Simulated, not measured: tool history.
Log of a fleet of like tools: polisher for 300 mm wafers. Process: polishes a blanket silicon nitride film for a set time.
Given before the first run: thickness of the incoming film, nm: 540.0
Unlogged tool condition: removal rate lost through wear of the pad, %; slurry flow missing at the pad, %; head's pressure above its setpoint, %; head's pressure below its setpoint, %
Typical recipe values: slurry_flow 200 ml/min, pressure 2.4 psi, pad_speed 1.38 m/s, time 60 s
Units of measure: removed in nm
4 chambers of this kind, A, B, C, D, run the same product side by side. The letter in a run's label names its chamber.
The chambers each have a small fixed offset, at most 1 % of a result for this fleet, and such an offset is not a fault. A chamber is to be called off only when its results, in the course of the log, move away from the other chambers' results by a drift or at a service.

run	hour	slurry_flow	pressure	pad_speed	time	wafers polished on this pad	hours since the slurry nozzle was cleaned	hours since the head pressure was calibrated	removed
# hour 1.1: chamber C: head pressure recalibrated
1D	9.6	200	2.4	1.38	60	643	289.9	27.2	75.717
# hour 14: chamber C: worn pad replaced by a new one
2C	14.1	200	2.4	1.38	60	1	41.7	13.1	74.582
3B	24	200	2.4	1.38	60	1112	104.5	427.7	75.595
# hour 27.6: chamber A: worn pad replaced by a new one
4A	30	200	2.4	1.38	60	29	243.3	246.9	74.612
5A	37.3	200	2.4	1.38	60	116	250.6	254.2	75.17
6C	44.1	200	2.4	1.38	60	361	71.7	43.1	74.613
7B	50.2	200	2.4	1.38	60	1426	130.7	453.9	75.457
# hour 50.4: chamber B: worn pad replaced by a new one
8D	54.7	200	2.4	1.38	60	1183	335	72.3	75.764
9C	62.8	200	2.4	1.38	60	584	90.4	61.8	74.023
10B	68.2	200	2.4	1.38	40	213	148.7	471.9	50.052
# hour 70.7: chamber A: worn pad replaced by a new one
11A	74.4	200	2.4	1.38	40	44	287.7	291.3	51.072
12D	81.5	200	2.4	1.38	40	1504	361.8	99.1	49.408
13A	87.8	200	2.4	1.38	40	205	301.1	304.7	50.216
14C	93.9	200	2.4	1.38	60	957	121.5	92.9	73.837
15D	102	200	2.4	1.38	60	1750	382.3	119.6	76.485
16B	107.1	200	2.4	1.38	60	679	187.6	510.8	74.589
# hour 115: chamber A: head pressure recalibrated
17A	115.8	200	2.4	1.38	60	540	329.1	0.8	74.625
# hour 118.4: chamber C: worn pad replaced by a new one
# hour 118.5: chamber A: worn pad replaced by a new one
18D	121.8	200	2.4	1.38	60	1987	402.1	139.4	74.424
19B	129.1	200	2.4	1.38	60	942	209.6	532.8	75.443
20C	135.8	200	2.4	1.38	67	208	163.4	134.8	83.062
21C	145.6	200	2.4	1.38	67	325	173.2	144.6	83.65
22B	151.6	200	2.4	1.38	67	1211	232.1	555.3	83.956
# hour 154.6: chamber B: worn pad replaced by a new one
23A	161.6	200	2.4	1.38	67	515	374.9	46.6	85.672
24D	167.1	200	2.4	1.38	60	2529	447.4	184.7	72.656
# hour 169.4: chamber A: worn pad replaced by a new one
25D	171.6	200	2.4	1.38	60	2583	451.9	189.2	72.687
26B	178.8	200	2.4	1.38	60	290	259.3	582.5	74.594
27A	187.1	200	2.4	1.38	60	212	400.4	72.1	75.698
28C	194.7	200	2.4	1.38	60	913	222.3	193.7	75.897
29C	200.3	200	2.4	1.38	60	980	227.9	199.3	74.288
30D	206.1	200	2.4	1.38	60	2996	486.4	223.7	71.885
31B	211.8	200	2.4	1.38	60	685	292.3	615.5	74.186
32A	216.3	200	2.4	1.38	60	561	429.6	101.3	74.651
# hour 219.4: chamber C: worn pad replaced by a new one
33B	220.7	200	2.4	1.38	60	792	301.2	624.4	75.864
# hour 222.6: chamber A: worn pad replaced by a new one
34C	228.9	200	2.4	1.38	60	113	256.5	227.9	75.367
35D	236.9	200	2.4	1.38	60	3364	517.2	254.5	68.704
36A	242.6	200	2.4	1.38	60	240	455.9	127.6	74.438
37C	247.2	200	2.4	1.38	60	332	274.8	246.2	75.366

Next, all 4 chambers run the settings below, one line each with question marks for the results. What does each chamber give?
38A	254.4	150	2.4	1.38	60				?
38B	254.4	150	2.4	1.38	60				?
38C	254.4	150	2.4	1.38	60				?
38D	254.4	150	2.4	1.38	60				?

run	removed
38A	71.907
38B	71.672
38C	70.999
38D	65.804
